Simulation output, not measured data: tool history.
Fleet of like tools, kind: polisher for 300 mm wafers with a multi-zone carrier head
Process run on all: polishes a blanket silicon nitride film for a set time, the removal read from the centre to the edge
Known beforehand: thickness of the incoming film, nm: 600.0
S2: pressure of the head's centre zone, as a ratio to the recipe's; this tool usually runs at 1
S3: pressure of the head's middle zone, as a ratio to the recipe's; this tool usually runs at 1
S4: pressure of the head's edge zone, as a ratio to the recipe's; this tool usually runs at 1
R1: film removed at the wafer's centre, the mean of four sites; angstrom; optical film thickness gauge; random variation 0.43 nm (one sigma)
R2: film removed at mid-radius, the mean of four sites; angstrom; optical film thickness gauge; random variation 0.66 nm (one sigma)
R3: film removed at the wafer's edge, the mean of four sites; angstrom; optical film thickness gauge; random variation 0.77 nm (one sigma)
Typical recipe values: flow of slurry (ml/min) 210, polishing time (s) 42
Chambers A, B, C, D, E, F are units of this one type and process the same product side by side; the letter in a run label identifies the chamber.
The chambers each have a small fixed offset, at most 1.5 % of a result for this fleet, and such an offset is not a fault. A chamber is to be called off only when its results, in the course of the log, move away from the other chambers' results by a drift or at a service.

-- hour=0.7 chamber C: worn pad replaced by a new one
-- hour=12.8 chamber C: slurry nozzle cleaned
run 1A hour=13.9 | flow_of_slurry_(ml/min)=210 S2=1 S3=1 S4=1 polishing_time_(s)=42 | R1=660.3 R2=663.04 R3=666.2
-- hour=19.2 chamber F: worn pad replaced by a new one
-- hour=24.3 chamber D: slurry nozzle cleaned
run 2F hour=28.8 | flow_of_slurry_(ml/min)=210 S2=1 S3=1 S4=1 polishing_time_(s)=42 | R1=660.74 R2=678.27 R3=676.47
-- hour=29.2 chamber B: worn pad replaced by a new one
-- hour=32.5 chamber B: slurry nozzle cleaned
-- hour=36.4 chamber D: worn pad replaced by a new one
run 3D hour=36.5 | flow_of_slurry_(ml/min)=210 S2=1 S3=1 S4=1 polishing_time_(s)=42 | R1=664.74 R2=666.35 R3=659.93
-- hour=47.6 chamber A: worn pad replaced by a new one
run 4C hour=49.4 | flow_of_slurry_(ml/min)=210 S2=1 S3=1 S4=1 polishing_time_(s)=42 | R1=664.22 R2=661.6 R3=648.15
-- hour=51.8 chamber E: worn pad replaced by a new one
run 5B hour=58.2 | flow_of_slurry_(ml/min)=210 S2=1 S3=1 S4=1 polishing_time_(s)=42 | R1=667.88 R2=681.12 R3=661.66
run 6E hour=69 | flow_of_slurry_(ml/min)=210 S2=1 S3=1 S4=1 polishing_time_(s)=42 | R1=672.37 R2=660.98 R3=660.09
-- hour=72.3 chamber D: centre zone pressure recalibrated
run 7B hour=82.8 | flow_of_slurry_(ml/min)=210 S2=1 S3=1 S4=1 polishing_time_(s)=42 | R1=662.8 R2=672.43 R3=668.11
-- hour=94.4 chamber C: worn pad replaced by a new one
run 8E hour=94.9 | flow_of_slurry_(ml/min)=210 S2=1 S3=1 S4=1 polishing_time_(s)=42 | R1=667.04 R2=655.57 R3=660.12
-- hour=99 chamber F: worn pad replaced by a new one
-- hour=102.9 chamber B: worn pad replaced by a new one
run 9F hour=106.2 | flow_of_slurry_(ml/min)=210 S2=1 S3=1 S4=1 polishing_time_(s)=42 | R1=657.71 R2=660.05 R3=668.5
-- hour=112.7 chamber E: slurry nozzle cleaned
-- hour=116.4 chamber D: worn pad replaced by a new one
run 10A hour=119.4 | flow_of_slurry_(ml/min)=210 S2=1 S3=0.96 S4=1 polishing_time_(s)=42 | R1=656.3 R2=650.88 R3=645.39
run 11D hour=130.3 | flow_of_slurry_(ml/min)=210 S2=1 S3=0.96 S4=1 polishing_time_(s)=42 | R1=661.26 R2=637.51 R3=650.38
-- hour=134.6 chamber A: edge zone pressure recalibrated
run 12C hour=137.4 | flow_of_slurry_(ml/min)=210 S2=1 S3=0.96 S4=1 polishing_time_(s)=42 | R1=663.09 R2=643.92 R3=662.35
-- hour=147.5 chamber E: worn pad replaced by a new one
run 13D hour=152.1 | flow_of_slurry_(ml/min)=210 S2=1 S3=0.96 S4=1 polishing_time_(s)=42 | R1=661.37 R2=630.66 R3=655.34
-- hour=157.7 chamber A: worn pad replaced by a new one
run 14F hour=160.9 | flow_of_slurry_(ml/min)=210 S2=1 S3=0.96 S4=1 polishing_time_(s)=42 | R1=663.5 R2=627.35 R3=673.61
run 15E hour=170.7 | flow_of_slurry_(ml/min)=210 S2=1 S3=0.96 S4=1 polishing_time_(s)=42 | R1=662.87 R2=633.43 R3=664.37
run 16B hour=185.1 | flow_of_slurry_(ml/min)=210 S2=1 S3=0.89 S4=1 polishing_time_(s)=28 | R1=444.27 R2=406.98 R3=448.59
-- hour=189.7 chamber C: worn pad replaced by a new one
-- hour=194.6 chamber B: worn pad replaced by a new one
run 17A hour=198.6 | flow_of_slurry_(ml/min)=210 S2=1 S3=0.89 S4=1 polishing_time_(s)=28 | R1=436.67 R2=400.35 R3=436.96
-- hour=201.6 chamber F: worn pad replaced by a new one
-- hour=207.2 chamber D: worn pad replaced by a new one
run 18C hour=210.3 | flow_of_slurry_(ml/min)=210 S2=1 S3=0.89 S4=1 polishing_time_(s)=28 | R1=438.32 R2=406.66 R3=440.71
run 19A hour=220.7 | flow_of_slurry_(ml/min)=210 S2=1 S3=0.89 S4=1 polishing_time_(s)=28 | R1=430.27 R2=393.03 R3=440.33
run 20D hour=228 | flow_of_slurry_(ml/min)=210 S2=1 S3=0.89 S4=1 polishing_time_(s)=28 | R1=441.75 R2=398.58 R3=439.17
run 21E hour=237.5 | flow_of_slurry_(ml/min)=210 S2=1 S3=0.89 S4=1 polishing_time_(s)=28 | R1=451.17 R2=398.91 R3=447.33
-- hour=238.9 chamber E: worn pad replaced by a new one
-- hour=245.7 chamber A: worn pad replaced by a new one
run 22C hour=250 | flow_of_slurry_(ml/min)=210 S2=1 S3=1 S4=1 polishing_time_(s)=42 | R1=661.66 R2=662.42 R3=638.03
run 23B hour=258.2 | flow_of_slurry_(ml/min)=210 S2=1 S3=1 S4=1 polishing_time_(s)=42 | R1=666.84 R2=668.21 R3=663.19
-- hour=262.9 chamber C: worn pad replaced by a new one
run 24F hour=270.9 | flow_of_slurry_(ml/min)=210 S2=1 S3=1 S4=1 polishing_time_(s)=42 | R1=663.75 R2=661.39 R3=667.33
-- hour=271.7 chamber B: worn pad replaced by a new one
-- hour=282.2 chamber F: worn pad replaced by a new one
run 25E hour=285.9 | flow_of_slurry_(ml/min)=210 S2=1 S3=1 S4=1 polishing_time_(s)=42 | R1=665.82 R2=654.89 R3=665.83
-- hour=291.7 chamber D: worn pad replaced by a new one
run 26B hour=299.1 | flow_of_slurry_(ml/min)=210 S2=1 S3=1 S4=1 polishing_time_(s)=42 | R1=657.4 R2=669.76 R3=672.11
-- hour=299.4 chamber E: centre zone pressure recalibrated
-- hour=308.6 chamber A: centre zone pressure recalibrated
run 27C hour=310.9 | flow_of_slurry_(ml/min)=210 S2=1 S3=1 S4=1 polishing_time_(s)=42 | R1=658.01 R2=661.86 R3=664.2
run 28A hour=321.2 | flow_of_slurry_(ml/min)=210 S2=1 S3=1 S4=1 polishing_time_(s)=42 | R1=645.61 R2=654.92 R3=656.41
run 29F hour=329.2 | flow_of_slurry_(ml/min)=210 S2=1 S3=1 S4=1 polishing_time_(s)=42 | R1=663.53 R2=666.44 R3=666.16
-- hour=329.8 chamber E: worn pad replaced by a new one
run 30D hour=337.3 | flow_of_slurry_(ml/min)=210 S2=1 S3=1 S4=1 polishing_time_(s)=42 | R1=659.37 R2=653.54 R3=644.34
-- hour=339.3 chamber B: edge zone pressure recalibrated
-- hour=342.7 chamber F: centre zone pressure recalibrated
-- hour=344.8 chamber A: worn pad replaced by a new one
run 31D hour=345.4 | flow_of_slurry_(ml/min)=255 S2=1 S3=1 S4=1 polishing_time_(s)=42 | R1=679.44 R2=679.74 R3=656.2
-- hour=349.4 chamber B: worn pad replaced by a new one
-- hour=356 chamber C: worn pad replaced by a new one
run 32C hour=360.2 | flow_of_slurry_(ml/min)=255 S2=1 S3=1 S4=1 polishing_time_(s)=42 | R1=681.6 R2=691.61 R3=673.14
run 33B hour=370.2 | flow_of_slurry_(ml/min)=255 S2=1 S3=1 S4=1 polishing_time_(s)=42 | R1=679.86 R2=695.73 R3=684.18
-- hour=377.6 chamber F: worn pad replaced by a new one
run 34F hour=385 | flow_of_slurry_(ml/min)=255 S2=1 S3=1 S4=1 polishing_time_(s)=42 | R1=684.72 R2=670.63 R3=673.25
run 35A hour=392 | flow_of_slurry_(ml/min)=255 S2=1 S3=1 S4=1 polishing_time_(s)=42 | R1=663.03 R2=665.4 R3=664.58
-- hour=397 chamber F: slurry nozzle cleaned
run 36E hour=405.9 | flow_of_slurry_(ml/min)=255 S2=1 S3=1 S4=1 polishing_time_(s)=42 | R1=679.67 R2=672.37 R3=661
run 37E hour=414.5 | flow_of_slurry_(ml/min)=210 S2=1 S3=1 S4=1 polishing_time_(s)=42 | R1=663.55 R2=659.13 R3=665.53
run 38F hour=429.6 | flow_of_slurry_(ml/min)=260 S2=1 S3=1 S4=1 polishing_time_(s)=42 | R1=672.65 R2=673.84 R3=672.9

Does one chamber stand apart from the rest, does the shared gauge drift, or is all well apart from small per-chamber offsets? Give the chamber and the most likely cause, where there is one.

It is chamber A that slowly wanders off from its peers.
Cause: slurry flow missing at the pad, % = 21.2.

Chamber A could run next with any of the 4 candidate recipes listed below; each alters the usual settings, and their results appear as question marks. Which one brings its results back in line with what the other chambers deliver on the usual settings?
Allowed miss from the other chambers' usual-settings mean, per result, to count as in line: R1 15 angstrom; R2 23 angstrom; R3 27 angstrom
run 39A-1 hour=440.5 | flow_of_slurry_(ml/min)=210 S2=1.01 S3=1 S4=1 polishing_time_(s)=43 | R1=? R2=? R3=?
run 39A-2 hour=440.5 | flow_of_slurry_(ml/min)=205 S2=0.98 S3=1.01 S4=1 polishing_time_(s)=40 | R1=? R2=? R3=?
run 39A-3 hour=440.5 | flow_of_slurry_(ml/min)=210 S2=0.99 S3=1 S4=1 polishing_time_(s)=41 | R1=? R2=? R3=?
run 39A-4 hour=440.5 | flow_of_slurry_(ml/min)=215 S2=1.02 S3=0.99 S4=1 polishing_time_(s)=44 | R1=? R2=? R3=?

Other chambers, usual settings, mean: R1 662.31 angstrom; R2 663.77 angstrom; R3 660.67 angstrom
run=39A-1 R1=660.2 R2=667.65 R3=656.59
run=39A-2 R1=591.47 R2=624.11 R3=608.76
run=39A-3 R1=615.94 R2=636.67 R3=626.05
run=39A-4 R1=685.94 R2=679.73 R3=673.99
With 39A-1, the chamber falls back in line with the rest.

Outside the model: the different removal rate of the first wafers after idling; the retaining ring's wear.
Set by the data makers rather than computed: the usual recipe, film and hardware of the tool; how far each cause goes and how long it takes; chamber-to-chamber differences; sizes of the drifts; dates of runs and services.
